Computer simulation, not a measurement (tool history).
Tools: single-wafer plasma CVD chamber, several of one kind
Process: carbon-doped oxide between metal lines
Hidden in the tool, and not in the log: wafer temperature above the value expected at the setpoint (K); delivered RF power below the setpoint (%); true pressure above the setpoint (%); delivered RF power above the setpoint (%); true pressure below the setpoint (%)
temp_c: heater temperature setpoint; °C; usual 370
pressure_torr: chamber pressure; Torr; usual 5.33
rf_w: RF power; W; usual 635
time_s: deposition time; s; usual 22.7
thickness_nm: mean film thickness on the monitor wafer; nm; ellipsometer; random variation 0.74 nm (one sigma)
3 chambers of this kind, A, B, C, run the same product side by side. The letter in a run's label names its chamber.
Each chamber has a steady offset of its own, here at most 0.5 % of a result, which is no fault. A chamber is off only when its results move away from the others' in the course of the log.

| run | hour | temp_c | pressure_torr | rf_w | time_s | hours since the last thermocouple change | hours since the last RF generator calibration | hours since the last manometer calibration | read-back reference wafer on the same gauge, thickness_nm | thickness_nm |
|---|---|---|---|---|---|---|---|---|---|---|
| 1A | 5.3 | 370 | 5.33 | 635 | 22.7 | 1791.7 | 1202.8 | 171.4 | 113.07 | 130.27 |
| 2B | 10 | 370 | 5.33 | 635 | 22.7 | 203.7 | 713.5 | 1744.9 | 112.85 | 128.68 |
| 3C | 14.3 | 370 | 5.33 | 635 | 22.7 | 1057.2 | 956.5 | 494.5 | 112.95 | 130.93 |
| 4B | 17.6 | 370 | 5.33 | 635 | 22.7 | 211.3 | 721.1 | 1752.5 | 112.92 | 129.5 |
| 5C | 21.8 | 370 | 5.33 | 635 | 22.7 | 1064.7 | 964 | 502 | 112.97 | 130.45 |
| 6A | 25.9 | 370 | 5.33 | 635 | 22.7 | 1812.3 | 1223.4 | 192 | 113 | 128.47 |
| 7A | 29.5 | 370 | 5.33 | 635 | 22.7 | 1815.9 | 1227 | 195.6 | 112.88 | 129.23 |
| 8B | 32.1 | 370 | 5.33 | 635 | 22.7 | 225.8 | 735.6 | 1767 | 113.03 | 129.03 |
| 9C | 36.3 | 370 | 5.33 | 635 | 22.7 | 1079.2 | 978.5 | 516.5 | 112.94 | 130.35 |
| 10C | 41.6 | 370 | 5.33 | 585 | 22.7 | 1084.5 | 983.8 | 521.8 | 112.94 | 123.74 |
| 11B | 45.2 | 370 | 5.33 | 585 | 22.7 | 238.9 | 748.7 | 1780.1 | 113.18 | 123.81 |
| 12A | 51.1 | 370 | 5.33 | 585 | 22.7 | 1837.5 | 1248.6 | 217.2 | 112.98 | 121.07 |
| 13B | 55.3 | 370 | 5.33 | 635 | 22.7 | 249 | 758.8 | 1790.2 | 112.94 | 129.9 |
| 14C | 60.5 | 370 | 5.33 | 635 | 22.7 | 1103.4 | 1002.7 | 540.7 | 112.97 | 127.83 |
| 15A | 64.8 | 370 | 5.33 | 635 | 22.7 | 1851.2 | 1262.3 | 230.9 | 113.02 | 128.35 |
| 16B | 68.8 | 370 | 5.33 | 635 | 22.7 | 262.5 | 772.3 | 1803.7 | 112.83 | 129.36 |
| 17C | 72 | 370 | 5.33 | 635 | 22.7 | 1114.9 | 1014.2 | 552.2 | 112.96 | 129.41 |
| 18A | 77.6 | 370 | 4.27 | 750 | 22.7 | 1864 | 1275.1 | 243.7 | 112.99 | 135.74 |
| 19B | 82.4 | 370 | 4.27 | 750 | 22.7 | 276.1 | 785.9 | 1817.3 | 113.11 | 138.3 |
| 20A | 85.5 | 370 | 4.27 | 750 | 22.7 | 1871.9 | 1283 | 251.6 | 113.09 | 135.56 |
| 21C | 88.2 | 370 | 5.33 | 635 | 22.7 | 1131.1 | 1030.4 | 568.4 | 113 | 129.16 |
| 22B | 93 | 384 | 5.33 | 635 | 19.6 | 286.7 | 796.5 | 1827.9 | 112.76 | 108.41 |
| 23C | 96.3 | 384 | 5.33 | 635 | 19.6 | 1139.2 | 1038.5 | 576.5 | 112.87 | 108.92 |
| 24A | 99.5 | 384 | 5.33 | 635 | 19.6 | 1885.9 | 1297 | 265.6 | 112.9 | 105.04 |
| 25C | 104 | 370 | 5.33 | 635 | 22.7 | 1146.9 | 1046.2 | 584.2 | 112.9 | 129 |
| 26B | 107.6 | 370 | 5.33 | 635 | 22.7 | 301.3 | 811.1 | 1842.5 | 112.91 | 130.62 |
| 27A | 111.1 | 370 | 5.33 | 635 | 22.7 | 1897.5 | 1308.6 | 277.2 | 113.03 | 123.75 |

What goes on in this fleet: one chamber off, a drifting gauge, or nothing beyond the chambers' own small offsets? Name the chamber and the cause, if any.

Chamber A drifts away from the others.
Cause: delivered RF power below the setpoint (%) = 7.64.

Here are 4 candidates for chamber A's next run, each the usual settings with a change, their results left as question marks. Which one brings its results back in line with what the others give on the usual settings?
In line means no further than this from the other chambers' mean on the usual settings: thickness_nm 2.6 nm
| 28A-1 | 115.3 | 370 | 5.37 | 650 | 23.4 |  |  |  |  | ? |
| 28A-2 | 115.3 | 371 | 5.22 | 595 | 22.7 |  |  |  |  | ? |
| 28A-3 | 115.3 | 370 | 5.33 | 720 | 22.7 |  |  |  |  | ? |
| 28A-4 | 115.3 | 371 | 5.27 | 610 | 21.4 |  |  |  |  | ? |

The other chambers' mean on the usual settings: thickness_nm 129.33 nm
| run | thickness_nm |
|---|---|
| 28A-1 | 129.5 |
| 28A-2 | 118.24 |
| 28A-3 | 133.73 |
| 28A-4 | 113.47 |
28A-1 brings the chamber back in line.

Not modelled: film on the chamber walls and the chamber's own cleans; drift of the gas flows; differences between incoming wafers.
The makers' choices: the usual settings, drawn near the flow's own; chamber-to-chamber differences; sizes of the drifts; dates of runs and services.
